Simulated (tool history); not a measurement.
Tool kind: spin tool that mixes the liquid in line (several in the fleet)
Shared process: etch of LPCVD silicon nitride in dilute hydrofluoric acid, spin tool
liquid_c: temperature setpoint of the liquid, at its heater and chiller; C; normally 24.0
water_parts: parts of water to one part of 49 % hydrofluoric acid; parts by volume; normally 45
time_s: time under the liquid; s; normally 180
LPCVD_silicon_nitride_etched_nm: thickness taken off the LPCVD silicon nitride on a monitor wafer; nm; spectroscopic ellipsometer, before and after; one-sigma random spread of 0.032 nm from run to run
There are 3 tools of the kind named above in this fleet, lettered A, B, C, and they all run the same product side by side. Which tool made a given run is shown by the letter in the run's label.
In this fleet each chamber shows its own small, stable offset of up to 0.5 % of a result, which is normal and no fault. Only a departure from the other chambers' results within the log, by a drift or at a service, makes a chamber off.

run     day  liquid_c  water_parts  time_s  hours since the thermometer was replaced  hours since the hydrofluoric acid flow meter was replaced  read-back film thickness of the LPCVD silicon nitride reference wafer, read on the same gauge (nm)  LPCVD_silicon_nitride_etched_nm
 1B   0.304      24.0           45     180                                      61.7                                                      509.1                                                                                              80.015                          1.93820
 2A   0.621      24.0           45     180                                     669.4                                                       36.7                                                                                              79.982                          1.88170
 3C   1.096      24.0           45     180                                     559.0                                                     2017.4                                                                                              80.025                          1.88330
 4C   1.562      24.0           45     180                                     570.2                                                     2028.6                                                                                              79.999                          1.89660
 5A   1.929      24.0           45     180                                     700.8                                                       68.1                                                                                              80.018                          1.94070
 6B   2.329      24.0           45     180                                     110.3                                                      557.7                                                                                              80.019                          1.90420
 7C   2.804      24.0           35      75                                     600.0                                                     2058.4                                                                                              79.991                          1.02650
 8B   3.196      24.0           35      75                                     131.1                                                      578.5                                                                                              80.004                          1.00330
 9A   3.667      24.0           35      75                                     742.5                                                      109.8                                                                                              80.030                          1.03970
10A   4.012      24.0           60     285                                     750.8                                                      118.1                                                                                              80.019                          2.18330
11B   4.254      24.0           60     285                                     156.5                                                      603.9                                                                                              80.015                          2.26520
12C   4.621      24.0           60     285                                     643.6                                                     2102.0                                                                                              79.981                          2.26250
13A   5.046      20.0           45     180                                     775.6                                                      142.9                                                                                              80.035                          1.39670
14C   5.388      20.0           45     180                                     662.0                                                     2120.4                                                                                              80.013                          1.45030
15B   5.862      20.0           45     180                                     195.1                                                      642.5                                                                                              80.008                          1.42340
16A   6.308      24.0           45     180                                     805.9                                                      173.2                                                                                              80.013                          1.90210
17B   6.758      24.0           45     180                                     216.6                                                      664.0                                                                                              80.037                          1.90740
18C   7.242      24.0           45     180                                     706.5                                                     2164.9                                                                                              79.986                          1.96420
19B   7.550      24.0           45     180                                     235.6                                                      683.0                                                                                              80.006                          1.91640
20A   7.775      24.0           45     180                                     841.1                                                      208.4                                                                                              80.024                          1.87190
21C   8.133      24.0           45     180                                     727.9                                                     2186.3                                                                                              79.970                          1.92070
22A   8.458      24.0           45     180                                     857.5                                                      224.8                                                                                              79.992                          1.93750
23B   8.721      24.0           45     180                                     263.7                                                      711.1                                                                                              80.046                          1.91230
24C   9.100      24.0           45     180                                     751.1                                                     2209.5                                                                                              80.027                          1.90840
25A   9.429      24.0           45     180                                     880.8                                                      248.1                                                                                              80.000                          1.87410
26B   9.700      24.0           45     180                                     287.2                                                      734.6                                                                                              80.010                          1.89910
      9.879  -- chamber C: thermometer replaced
27C  10.171      24.0           45     180                                       7.0                                                     2235.2                                                                                              79.993                          1.87020
28A  10.400      22.0           45      90                                     904.1                                                      271.4                                                                                              79.991                          0.83762
29C  10.900      22.0           45      90                                      24.5                                                     2252.7                                                                                              79.998                          0.84828
30B  11.212      22.0           45      90                                     323.5                                                      770.9                                                                                              79.955                          0.82227
31C  11.575      24.0           45     180                                      40.7                                                     2268.9                                                                                              80.014                          1.89150
32A  11.812      24.0           45     180                                     938.0                                                      305.3                                                                                              79.965                          1.92490
33B  12.146      24.0           45     180                                     345.9                                                      793.3                                                                                              79.981                          1.83880
34A  12.633      24.0           45     180                                     957.7                                                      325.0                                                                                              79.981                          1.84930
35B  13.008      24.0           45     180                                     366.6                                                      814.0                                                                                              80.002                          1.92570
     13.350  -- chamber C: hydrofluoric acid flow meter replaced
36C  13.421      24.0           45     180                                      85.0                                                        1.8                                                                                              80.003                          1.89850
37A  13.783      27.0           25     180                                     985.3                                                      352.6                                                                                              80.003                          4.10750
38C  14.162      27.0           25     180                                     102.8                                                       19.6                                                                                              79.968                          4.07960
39B  14.504      27.0           25     180                                     402.5                                                      849.9                                                                                              80.001                          4.07660
40A  14.867      24.0           45     180                                    1011.3                                                      378.6                                                                                              79.988                          1.85710
41C  15.142      26.5           30     180                                     126.3                                                       43.1                                                                                              80.027                          3.31250
42B  15.462      26.5           30     180                                     425.5                                                      872.9                                                                                              80.025                          3.42520

Predict what each chamber gives when all 3 of them run the settings below next.
43A  15.829      29.0           45     180                                                                                                                                                                                                                                         ?
43B  15.829      29.0           45     180                                                                                                                                                                                                                                         ?
43C  15.829      29.0           45     180                                                                                                                                                                                                                                         ?

run  LPCVD_silicon_nitride_etched_nm
43A                          2.68600
43B                          2.61470
43C                          2.55500

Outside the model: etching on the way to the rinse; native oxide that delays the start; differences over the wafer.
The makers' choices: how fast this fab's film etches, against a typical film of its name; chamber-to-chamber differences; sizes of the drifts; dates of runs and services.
